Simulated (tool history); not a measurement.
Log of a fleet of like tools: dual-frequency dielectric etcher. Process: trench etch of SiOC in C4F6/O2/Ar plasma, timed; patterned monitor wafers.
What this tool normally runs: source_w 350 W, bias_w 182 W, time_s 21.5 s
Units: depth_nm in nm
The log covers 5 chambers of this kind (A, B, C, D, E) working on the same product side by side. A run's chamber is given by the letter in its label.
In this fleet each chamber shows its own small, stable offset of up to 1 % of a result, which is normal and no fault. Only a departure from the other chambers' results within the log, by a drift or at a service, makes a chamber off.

run,hour,source_w,bias_w,time_s,hours since the last wet clean,hours since the last source power generator calibration,hours since the last bias power generator calibration,"read-back reference wafer on the same gauge, depth_nm",depth_nm
# hour 2.2: chamber C: wet clean of the chamber
1C,10.0,350,182,21.5,7.9,3184.6,1692.7,49.522,42.662
2B,24.3,350,182,21.5,419.0,1452.6,1180.4,49.477,42.471
3D,36.2,350,182,21.5,499.8,901.0,2217.5,49.515,42.349
# hour 39.6: chamber D: wet clean of the chamber
4A,43.6,350,182,21.5,79.3,1753.8,539.4,49.517,42.714
5E,58.6,350,155,27.0,598.7,2350.1,2940.6,49.491,51.254
6A,68.4,350,155,27.0,104.1,1778.6,564.2,49.485,50.926
7C,80.2,350,155,27.0,78.1,3254.8,1762.9,49.508,50.900
8D,93.3,350,155,27.0,53.8,958.1,2274.6,49.540,50.472
9E,100.7,350,155,27.0,640.8,2392.2,2982.7,49.481,51.186
# hour 102.7: chamber E: wet clean of the chamber
10B,112.9,350,182,21.5,507.6,1541.2,1269.0,49.501,42.648
# hour 122.3: chamber E: source power generator calibrated
11C,127.3,350,221,21.5,125.2,3301.9,1810.0,49.499,45.376
12B,135.2,350,221,21.5,529.9,1563.5,1291.3,49.522,45.027
13E,148.9,350,221,21.5,46.3,26.6,3030.9,49.522,45.829
14A,159.5,350,221,21.5,195.2,1869.7,655.3,49.476,45.591
15D,171.3,350,221,21.5,131.8,1036.1,2352.6,49.522,44.784
16A,185.1,350,182,21.5,220.8,1895.3,680.9,49.508,42.663
# hour 191.5: chamber C: source power generator calibrated
17B,198.2,350,182,21.5,592.9,1626.5,1354.3,49.504,42.768
18C,212.9,350,182,21.5,210.8,21.4,1895.6,49.485,42.766
19E,220.8,410,182,21.5,118.2,98.5,3102.8,49.522,45.801
20D,235.7,410,182,21.5,196.2,1100.5,2417.0,49.496,45.058
21E,246.3,410,182,21.5,143.7,124.0,3128.3,49.477,45.475
22C,259.1,410,182,21.5,257.0,67.6,1941.8,49.521,45.263
23B,265.5,410,182,21.5,660.2,1693.8,1421.6,49.542,45.367
# hour 269.8: chamber B: wet clean of the chamber
24D,272.8,350,182,21.5,233.3,1137.6,2454.1,49.538,42.132
25A,279.6,350,182,21.5,315.3,1989.8,775.4,49.476,42.899
26D,293.4,350,182,18.5,253.9,1158.2,2474.7,49.527,36.276
27C,300.4,350,182,18.5,298.3,108.9,1983.1,49.545,36.594
28B,311.4,350,182,18.5,41.7,1739.7,1467.5,49.530,35.853
29A,321.5,350,182,18.5,357.2,2031.7,817.3,49.492,36.785
30E,335.1,350,182,18.5,232.5,212.8,3217.1,49.495,36.765
31D,342.6,350,182,21.5,303.1,1207.4,2523.9,49.504,42.263
32C,356.2,350,182,21.5,354.1,164.7,2038.9,49.484,42.668
33A,365.2,350,182,21.5,400.9,2075.4,861.0,49.464,42.704
34E,372.8,350,182,21.5,270.2,250.5,3254.8,49.440,43.029
35B,387.1,350,182,15.5,117.4,1815.4,1543.2,49.475,29.858
36A,401.6,350,182,15.5,437.3,2111.8,897.4,49.465,30.811
37B,414.5,350,182,15.5,144.8,1842.8,1570.6,49.452,29.999
38C,428.2,350,182,15.5,426.1,236.7,2110.9,49.508,30.573
39E,435.3,350,182,15.5,332.7,313.0,3317.3,49.467,30.824
# hour 448.4: chamber D: bias power generator calibrated
40D,449.3,350,182,21.5,409.8,1314.1,1.0,49.515,42.414
41C,456.4,350,182,21.5,454.3,264.9,2139.1,49.484,42.530
42B,465.5,350,182,21.5,195.8,1893.8,1621.6,49.489,41.555

What goes on in this fleet: one chamber off, a drifting gauge, or nothing beyond the chambers' own small offsets? Name the chamber and the cause, if any.

After it was serviced, chamber B no longer matches the other chambers.
Most likely cause: etch rate under this chamber's usual, % = 2.28.

Below are 4 candidate recipes for chamber B's next run, each the usual settings with a change, their results shown as question marks. Which of them brings B's results back in line with what the other chambers give on the usual settings?
Maximum distance from the other chambers' mean on the usual settings for a result to count as in line: depth_nm 0.430 nm
43B-1,476.2,390,182,21.5,,,,,?
43B-2,476.2,330,173,21.5,,,,,?
43B-3,476.2,350,182,22.0,,,,,?
43B-4,476.2,340,177,21.5,,,,,?

Usual-settings mean across the other chambers: depth_nm 42.583 nm
run,depth_nm
43B-1,43.442
43B-2,40.027
43B-3,42.597
43B-4,40.795
Change 43B-3 lands the chamber within the allowed miss of the other chambers.
